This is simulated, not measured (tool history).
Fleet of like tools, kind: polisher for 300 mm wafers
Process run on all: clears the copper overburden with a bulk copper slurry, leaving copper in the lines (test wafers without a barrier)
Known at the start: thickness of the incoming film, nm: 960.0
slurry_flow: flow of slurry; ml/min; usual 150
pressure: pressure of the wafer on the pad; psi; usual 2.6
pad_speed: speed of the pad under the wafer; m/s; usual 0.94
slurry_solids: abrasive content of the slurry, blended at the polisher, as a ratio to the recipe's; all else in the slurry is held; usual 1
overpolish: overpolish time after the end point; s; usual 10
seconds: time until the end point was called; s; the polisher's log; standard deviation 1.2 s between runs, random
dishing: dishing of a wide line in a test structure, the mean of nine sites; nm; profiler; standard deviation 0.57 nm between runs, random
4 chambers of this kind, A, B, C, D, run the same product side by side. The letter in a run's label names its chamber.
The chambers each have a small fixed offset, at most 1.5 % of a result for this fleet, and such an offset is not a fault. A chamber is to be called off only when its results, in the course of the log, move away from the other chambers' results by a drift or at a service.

run   hour  slurry_flow  pressure  pad_speed  slurry_solids  overpolish  seconds  dishing
       2.0  -- chamber D: slurry blender recalibrated
 1A    8.1          150       2.6       0.94              1          10  107.940   56.149
      15.8  -- chamber B: slurry blender recalibrated
 2D   20.2          150       2.6       0.94              1          10  106.800   54.731
 3B   32.1          150       2.6       0.94              1          10  105.620   55.246
      36.3  -- chamber B: worn pad replaced by a new one
      43.5  -- chamber A: slurry blender recalibrated
 4C   44.4          150       2.6       0.94              1          10  107.480   55.862
 5A   55.7          150       2.6       0.94              1          10  105.330   56.203
      64.8  -- chamber C: worn pad replaced by a new one
 6D   66.2          150       2.6       0.94              1          10  107.140   55.420
 7B   71.7          115       2.6       0.94              1          12  112.190   60.605
      73.2  -- chamber C: slurry blender recalibrated
 8C   83.2          115       2.6       0.94              1          12  110.370   62.242
 9A   88.9          115       2.6       0.94              1          12  113.520   60.920
10C   96.0          115       2.6       0.94              1          12  111.220   60.949
11B  104.3          150       2.6       0.94              1          10  106.430   55.061
     104.4  -- chamber D: worn pad replaced by a new one
12D  113.4          150       2.6       0.94              1          10  106.840   56.011
13A  123.5          150       2.6       0.94              1          10  106.300   56.544
14D  131.1          150       2.6       0.94              1          10  105.570   54.702
     138.7  -- chamber D: head pressure recalibrated
15B  140.7          150       2.6       0.94              1          10  106.350   55.724
     142.1  -- chamber C: slurry nozzle cleaned
16C  147.8          150       2.6       0.94              1          10  105.560   55.132
17A  159.8          150       2.6       0.94              1          10  108.270   55.820
18C  168.6          150       2.6       0.94              1          10  105.590   55.569
     169.6  -- chamber D: slurry nozzle cleaned
19D  176.8          150       2.6       0.94              1          10  107.440   55.848
     183.1  -- chamber D: slurry blender recalibrated
20B  184.9          150       2.6       0.94              1          10  107.540   55.564
21D  192.7          150       2.6       0.94              1          10  106.000   56.168
22A  198.2          125       2.6       0.94              1          13  111.070   65.861
23C  205.1          125       2.6       0.94              1          13  110.930   65.598
     206.8  -- chamber B: worn pad replaced by a new one
24B  211.1          125       2.6       0.94              1          13  110.440   66.495
     216.4  -- chamber C: worn pad replaced by a new one
25D  217.1          125       2.6       0.94              1          13  110.180   64.901
     224.3  -- chamber B: slurry blender recalibrated
26C  227.7          150       2.6       0.94              1          10  106.950   55.671
     231.7  -- chamber D: worn pad replaced by a new one
     232.1  -- chamber A: worn pad replaced by a new one
27A  239.0          150       2.6       0.94              1          10  106.590   55.548
28B  246.8          150       2.6       0.94              1          10  106.270   55.435
29B  256.8          150       2.6       0.94              1          10  105.810   55.595
30D  264.8          150       2.6       0.94              1          10  109.260   54.978
     266.0  -- chamber A: slurry nozzle cleaned
31C  273.7          150       2.6       0.94              1          10  106.440   55.217
32A  280.8          150       2.6       0.94              1          10  108.700   56.590
33B  290.9          150       2.6       0.94              1          10  106.380   55.697
34D  299.5          150       2.6       0.94              1          10  107.220   55.845
     302.5  -- chamber B: head pressure recalibrated
35A  308.1          150       2.6       0.94              1          10  108.430   55.297
36C  314.6          150       2.6       0.94              1          10  106.310   56.243
37B  326.7          150       2.6       0.94              1          10  108.680   55.219

All chambers now run identical settings, listed one chamber a line with results as question marks. What results will each chamber show?
38A  335.8          150       2.6       1.22              1          10        ?        ?
38B  335.8          150       2.6       1.22              1          10        ?        ?
38C  335.8          150       2.6       1.22              1          10        ?        ?
38D  335.8          150       2.6       1.22              1          10        ?        ?

run  seconds  dishing
38A   82.452   66.647
38B   81.102   67.921
38C   82.030   66.785
38D   81.715   67.449

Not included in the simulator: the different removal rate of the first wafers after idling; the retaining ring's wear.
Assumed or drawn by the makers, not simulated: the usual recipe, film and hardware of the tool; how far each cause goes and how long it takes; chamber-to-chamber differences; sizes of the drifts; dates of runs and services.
